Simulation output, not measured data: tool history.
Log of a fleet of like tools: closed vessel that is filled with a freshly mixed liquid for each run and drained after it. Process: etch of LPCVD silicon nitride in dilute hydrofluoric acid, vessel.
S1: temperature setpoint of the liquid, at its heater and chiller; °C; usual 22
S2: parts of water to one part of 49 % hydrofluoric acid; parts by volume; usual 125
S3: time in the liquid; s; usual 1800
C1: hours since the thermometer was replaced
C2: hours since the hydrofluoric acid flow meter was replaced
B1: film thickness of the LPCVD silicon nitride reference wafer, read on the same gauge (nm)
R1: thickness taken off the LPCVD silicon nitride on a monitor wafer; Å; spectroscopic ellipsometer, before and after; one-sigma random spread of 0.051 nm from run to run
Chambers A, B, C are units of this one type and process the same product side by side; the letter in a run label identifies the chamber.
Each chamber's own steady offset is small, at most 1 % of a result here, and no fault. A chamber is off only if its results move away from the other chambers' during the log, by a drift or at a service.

run,day,S1,S2,S3,C1,C2,B1,R1
1B,0.150,22,125,1800,10.9,472.5,120.01,70.211
2C,0.375,22,125,1800,2419.9,749.9,119.92,69.811
# day 0.450: chamber B: hydrofluoric acid flow meter replaced
3A,0.575,22,125,1800,490.6,819.8,120.00,70.624
# day 0.600: chamber C: thermometer replaced
4A,0.746,22,125,1800,494.7,823.9,119.97,70.827
5B,0.925,22,125,1800,29.5,11.4,120.03,70.326
6C,1.062,22,125,1800,11.2,766.4,119.99,71.123
7A,1.238,22,125,1800,506.5,835.7,119.98,70.318
8B,1.417,22,125,1800,41.3,23.2,120.02,69.997
9C,1.608,22,125,1800,24.3,779.5,119.96,70.730
10B,1.833,25,125,900,51.3,33.2,120.02,43.065
11C,1.946,25,125,900,32.4,787.6,119.95,42.909
12A,2.096,25,125,900,527.1,856.3,119.97,42.090
13A,2.229,22,125,1800,530.3,859.5,120.00,70.671
14C,2.367,22,125,1800,42.5,797.7,119.99,69.822
15B,2.500,22,125,1800,67.3,49.2,120.03,69.963
16B,2.712,22,125,1800,72.4,54.3,120.00,70.594
17C,2.858,22,125,1800,54.3,809.5,119.96,71.036
18A,3.012,22,125,1800,549.1,878.3,120.00,68.926
19C,3.162,22,125,1800,61.6,816.8,119.99,70.148
20B,3.388,22,125,1800,88.6,70.5,120.05,69.971
21A,3.596,22,125,1800,563.1,892.3,120.00,67.923
22B,3.838,22,125,1800,99.4,81.3,119.99,70.155
23A,3.950,22,125,1800,571.6,900.8,120.01,67.878
24C,4.142,22,125,1800,85.1,840.3,120.01,70.700
25C,4.317,22,125,1800,89.3,844.5,119.97,71.042
# day 4.342: chamber A: hydrofluoric acid flow meter replaced
26B,4.446,22,125,1800,114.0,95.9,120.00,71.082
27A,4.567,22,125,1800,586.4,5.4,119.99,66.122
28A,4.733,22,125,1800,590.4,9.4,119.98,65.993

Decide between three cases: one chamber stands off from its peers, the gauge reading all wafers drifts, or nothing is wrong past each chamber's small offset. Where a chamber is off, say which and what most likely put it there.

Little by little, chamber A moves away from the other chambers.
What lies behind it: liquid colder than its thermometer reads (K) = 1.07.

Here are 4 candidates for chamber A's next run, each the usual settings with a change, their results left as question marks. Which one brings its results back in line with what the others give on the usual settings?
A result is in line if it is within this distance of the other chambers' mean on the usual settings: R1 1.800 Å
29A-1,4.908,21.0,125,1800,,,,?
29A-2,4.908,22.5,115,1800,,,,?
29A-3,4.908,23.0,125,1800,,,,?
29A-4,4.908,21.5,125,1645,,,,?

Other chambers, usual settings, mean: R1 70.701 Å
run,R1
29A-1,61.602
29A-2,74.011
29A-3,70.562
29A-4,58.225
The answer is 29A-3, which returns the chamber to within the allowed miss of the others.

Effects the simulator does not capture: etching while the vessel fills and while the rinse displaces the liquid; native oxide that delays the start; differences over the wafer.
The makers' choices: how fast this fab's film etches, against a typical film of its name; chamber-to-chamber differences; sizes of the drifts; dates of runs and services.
